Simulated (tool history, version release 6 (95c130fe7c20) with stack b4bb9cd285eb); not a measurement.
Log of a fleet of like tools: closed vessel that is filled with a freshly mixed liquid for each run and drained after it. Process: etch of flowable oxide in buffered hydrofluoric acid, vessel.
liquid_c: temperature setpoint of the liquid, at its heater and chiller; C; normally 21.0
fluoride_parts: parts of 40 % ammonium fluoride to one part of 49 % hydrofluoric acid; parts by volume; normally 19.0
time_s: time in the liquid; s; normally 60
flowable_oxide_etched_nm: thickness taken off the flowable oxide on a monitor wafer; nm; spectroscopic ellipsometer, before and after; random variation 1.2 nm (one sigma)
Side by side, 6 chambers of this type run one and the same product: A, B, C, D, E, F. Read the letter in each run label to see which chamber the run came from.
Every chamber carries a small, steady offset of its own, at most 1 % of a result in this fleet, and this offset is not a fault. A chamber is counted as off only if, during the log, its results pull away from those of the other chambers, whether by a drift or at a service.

| run | hour | liquid_c | fluoride_parts | time_s | hours since the thermometer was replaced | hours since the hydrofluoric acid flow meter was replaced | read-back film thickness of the flowable oxide reference wafer, read on the same gauge (nm) | flowable_oxide_etched_nm |
|---|---|---|---|---|---|---|---|---|
| 1B | 9.5 | 21.0 | 19.0 | 60 | 982.8 | 1814.0 | 59.987 | 146.43 |
| 2D | 18.5 | 21.0 | 19.0 | 60 | 957.6 | 506.8 | 60.010 | 144.04 |
| 3E | 26.3 | 21.0 | 19.0 | 60 | 304.7 | 1321.0 | 60.005 | 143.16 |
| 4F | 37.1 | 21.0 | 19.0 | 60 | 653.1 | 1464.7 | 59.981 | 145.85 |
| 5C | 45.0 | 21.0 | 19.0 | 60 | 1551.2 | 412.9 | 59.975 | 144.42 |
| 6A | 60.8 | 21.0 | 19.0 | 60 | 400.1 | 1002.6 | 60.045 | 142.92 |
|  | 68.4 | chamber D: hydrofluoric acid flow meter replaced |
| 7C | 69.1 | 21.0 | 19.0 | 60 | 1575.3 | 437.0 | 59.980 | 143.67 |
| 8E | 76.2 | 23.5 | 22.5 | 60 | 354.6 | 1370.9 | 60.025 | 146.08 |
| 9A | 85.8 | 23.5 | 22.5 | 60 | 425.1 | 1027.6 | 60.014 | 145.91 |
| 10F | 102.2 | 23.5 | 22.5 | 60 | 718.2 | 1529.8 | 60.009 | 145.75 |
| 11B | 115.7 | 23.5 | 22.5 | 60 | 1089.0 | 1920.2 | 59.994 | 145.41 |
| 12D | 130.0 | 23.5 | 22.5 | 60 | 1069.1 | 61.7 | 60.039 | 144.39 |
| 13C | 140.1 | 23.5 | 22.5 | 60 | 1646.3 | 508.0 | 60.004 | 144.61 |
|  | 144.9 | chamber B: hydrofluoric acid flow meter replaced |
| 14D | 147.8 | 21.0 | 19.0 | 60 | 1086.9 | 79.5 | 59.963 | 143.89 |
| 15E | 155.5 | 21.0 | 19.0 | 60 | 433.9 | 1450.2 | 59.998 | 140.57 |
| 16B | 167.8 | 21.0 | 19.0 | 60 | 1141.1 | 23.0 | 59.983 | 149.33 |
| 17A | 182.9 | 21.0 | 19.0 | 60 | 522.2 | 1124.7 | 59.999 | 143.32 |
| 18F | 196.4 | 21.0 | 19.0 | 60 | 812.4 | 1624.0 | 59.992 | 144.03 |
| 19A | 209.3 | 21.0 | 19.0 | 60 | 548.6 | 1151.1 | 59.987 | 144.73 |
| 20D | 225.2 | 21.0 | 19.0 | 60 | 1164.3 | 156.9 | 59.997 | 143.83 |
|  | 230.5 | chamber C: thermometer replaced |
| 21B | 239.0 | 21.0 | 19.0 | 60 | 1212.3 | 94.2 | 60.028 | 152.20 |
| 22C | 247.6 | 17.5 | 19.0 | 60 | 17.2 | 615.5 | 59.968 | 117.63 |
| 23F | 260.8 | 17.5 | 19.0 | 60 | 876.8 | 1688.4 | 60.002 | 121.06 |
| 24E | 276.1 | 17.5 | 19.0 | 60 | 554.5 | 1570.8 | 59.988 | 118.25 |
| 25D | 284.3 | 17.5 | 19.0 | 60 | 1223.4 | 216.0 | 60.001 | 118.53 |
| 26A | 296.0 | 17.5 | 19.0 | 60 | 635.3 | 1237.8 | 60.025 | 118.88 |
| 27F | 309.7 | 17.5 | 19.0 | 60 | 925.7 | 1737.3 | 59.981 | 119.93 |
| 28C | 322.1 | 21.0 | 19.0 | 60 | 91.7 | 690.0 | 59.992 | 144.17 |
| 29B | 337.2 | 21.0 | 19.0 | 60 | 1310.5 | 192.4 | 59.982 | 157.80 |
|  | 340.4 | chamber A: thermometer replaced |
| 30E | 351.3 | 21.0 | 19.0 | 60 | 629.7 | 1646.0 | 59.999 | 144.36 |
| 31A | 358.5 | 21.0 | 19.0 | 60 | 18.2 | 1300.3 | 60.025 | 143.36 |
|  | 360.7 | chamber F: thermometer replaced |
| 32E | 366.5 | 21.0 | 19.0 | 60 | 644.9 | 1661.2 | 59.998 | 142.52 |
| 33D | 375.8 | 21.0 | 19.0 | 60 | 1314.9 | 307.5 | 60.030 | 143.82 |
| 34F | 390.5 | 21.0 | 19.0 | 60 | 29.8 | 1818.1 | 60.017 | 146.15 |
| 35B | 405.9 | 21.0 | 19.0 | 60 | 1379.2 | 261.1 | 59.986 | 156.20 |
| 36C | 417.6 | 21.0 | 19.0 | 60 | 187.2 | 785.5 | 59.979 | 145.13 |
| 37B | 429.2 | 21.0 | 19.0 | 60 | 1402.5 | 284.4 | 60.006 | 158.19 |
| 38F | 443.7 | 21.0 | 19.0 | 60 | 83.0 | 1871.3 | 59.977 | 143.89 |
| 39C | 456.8 | 21.0 | 19.0 | 60 | 226.4 | 824.7 | 60.007 | 142.60 |
| 40E | 464.6 | 21.0 | 19.0 | 60 | 743.0 | 1759.3 | 60.022 | 143.98 |
| 41A | 478.2 | 21.0 | 11.5 | 30 | 137.9 | 1420.0 | 60.001 | 116.25 |

Each of the 6 chambers runs these same settings next. Fill in every chamber's results:
| 42A | 490.1 | 24.5 | 19.0 | 60 |  |  |  | ? |
| 42B | 490.1 | 24.5 | 19.0 | 60 |  |  |  | ? |
| 42C | 490.1 | 24.5 | 19.0 | 60 |  |  |  | ? |
| 42D | 490.1 | 24.5 | 19.0 | 60 |  |  |  | ? |
| 42E | 490.1 | 24.5 | 19.0 | 60 |  |  |  | ? |
| 42F | 490.1 | 24.5 | 19.0 | 60 |  |  |  | ? |

| run | flowable_oxide_etched_nm |
|---|---|
| 42A | 173.44 |
| 42B | 194.60 |
| 42C | 173.76 |
| 42D | 172.60 |
| 42E | 174.43 |
| 42F | 173.05 |
